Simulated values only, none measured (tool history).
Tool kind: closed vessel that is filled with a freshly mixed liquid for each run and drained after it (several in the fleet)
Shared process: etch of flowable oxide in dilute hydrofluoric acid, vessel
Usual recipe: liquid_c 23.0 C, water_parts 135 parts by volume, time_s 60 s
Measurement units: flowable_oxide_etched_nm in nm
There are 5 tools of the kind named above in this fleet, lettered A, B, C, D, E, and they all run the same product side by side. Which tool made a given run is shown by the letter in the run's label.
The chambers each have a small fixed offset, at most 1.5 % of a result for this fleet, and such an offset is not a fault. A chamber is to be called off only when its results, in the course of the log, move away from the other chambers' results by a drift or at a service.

run   hour  liquid_c  water_parts  time_s  hours since the thermometer was replaced  hours since the hydrofluoric acid flow meter was replaced  read-back film thickness of the flowable oxide reference wafer, read on the same gauge (nm)  flowable_oxide_etched_nm
       2.1  -- chamber E: thermometer replaced
 1D    4.6      23.0          135      60                                      67.4                                                      573.0                                                                                       120.03                   15.6690
 2A   10.7      23.0          135      60                                     763.5                                                     1065.7                                                                                       120.03                   15.6210
 3C   17.8      23.0          135      60                                     207.9                                                      543.6                                                                                       119.97                   15.6440
 4B   26.9      23.0          135      60                                    1979.9                                                      186.0                                                                                       120.02                   15.4820
 5E   34.6      23.0          135      60                                      32.6                                                     1729.6                                                                                       119.97                   15.6440
 6A   39.3      23.0          135      60                                     792.1                                                     1094.3                                                                                       119.99                   15.6440
 7E   44.3      23.0          135      60                                      42.3                                                     1739.3                                                                                       120.01                   15.6470
 8D   52.4      23.0          135      60                                     115.2                                                      620.8                                                                                       119.97                   15.5850
 9B   59.3      23.0          135      60                                    2012.3                                                      218.4                                                                                       120.00                   15.5300
10C   66.3      23.0          135      60                                     256.4                                                      592.1                                                                                       120.03                   15.6920
11D   73.4      23.0          135      60                                     136.2                                                      641.8                                                                                       120.00                   15.5480
12B   78.2      23.0          135      60                                    2031.2                                                      237.3                                                                                       120.01                   15.5020
13E   83.8      23.0          135      60                                      81.8                                                     1778.8                                                                                       120.00                   15.6020
      88.8  -- chamber D: hydrofluoric acid flow meter replaced
14A   91.6      23.0          135      60                                     844.4                                                     1146.6                                                                                       120.01                   15.7130
15C  101.4      23.0          135      60                                     291.5                                                      627.2                                                                                       120.02                   15.6160
16A  109.5      23.0          135      60                                     862.3                                                     1164.5                                                                                       120.01                   15.5800
17B  115.2      20.0          135      60                                    2068.2                                                      274.3                                                                                       120.01                   13.6900
18E  124.0      20.0          135      60                                     122.0                                                     1819.0                                                                                       119.97                   13.9330
     133.3  -- chamber B: thermometer replaced
19C  133.5      20.0          135      60                                     323.6                                                      659.3                                                                                       119.96                   13.7610
20D  141.6      20.0          135      60                                     204.4                                                       52.9                                                                                       120.04                   13.9560
21B  151.9      20.0          135      60                                      18.7                                                      311.0                                                                                       120.00                   13.7570
22C  159.8      23.0          135      60                                     349.9                                                      685.6                                                                                       120.02                   15.3440
23D  166.1      27.5          135      60                                     228.9                                                       77.4                                                                                       120.02                   18.4860
24A  170.9      27.5          135      60                                     923.7                                                     1225.9                                                                                       120.01                   18.5220
25E  176.4      27.5          135      60                                     174.4                                                     1871.4                                                                                       119.99                   18.4180
26D  181.0      27.5          135      60                                     243.8                                                       92.3                                                                                       120.01                   18.4760
27B  188.0      27.5          135      60                                      54.8                                                      347.1                                                                                       120.02                   18.4110
28C  194.1      24.5          200      60                                     384.2                                                      719.9                                                                                       119.97                   10.0450
29E  202.6      24.5          200      60                                     200.6                                                     1897.6                                                                                       120.02                   10.4110
30A  209.0      24.5          200      60                                     961.8                                                     1264.0                                                                                       120.03                   10.3990
31B  213.7      24.5          200      60                                      80.5                                                      372.8                                                                                       120.03                   10.3070
32A  219.4      24.5          200      60                                     972.2                                                     1274.4                                                                                       119.95                   10.4610
33D  227.4      23.0          135      60                                     290.2                                                      138.7                                                                                       119.99                   15.5660
34E  232.9      23.0          135      60                                     230.9                                                     1927.9                                                                                       120.00                   15.6520
35C  237.9      23.0          105      60                                     428.0                                                      763.7                                                                                       120.02                   20.2570
36D  247.8      23.0          105      60                                     310.6                                                      159.1                                                                                       119.96                   20.6670
37B  252.4      23.0          105      60                                     119.2                                                      411.5                                                                                       119.95                   20.4380
38E  260.6      23.0          105      60                                     258.6                                                     1955.6                                                                                       120.02                   20.8300
39C  266.2      23.0          105      60                                     456.3                                                      792.0                                                                                       120.02                   19.9710

For the next run the whole fleet of 5 chambers uses the same settings. Give each chamber's results:
40A  273.6      23.0          135      40                                                                                                                                                                                                                           ?
40B  273.6      23.0          135      40                                                                                                                                                                                                                           ?
40C  273.6      23.0          135      40                                                                                                                                                                                                                           ?
40D  273.6      23.0          135      40                                                                                                                                                                                                                           ?
40E  273.6      23.0          135      40                                                                                                                                                                                                                           ?

run  flowable_oxide_etched_nm
40A                   10.4160
40B                   10.2690
40C                    9.9887
40D                   10.4970
40E                   10.4160
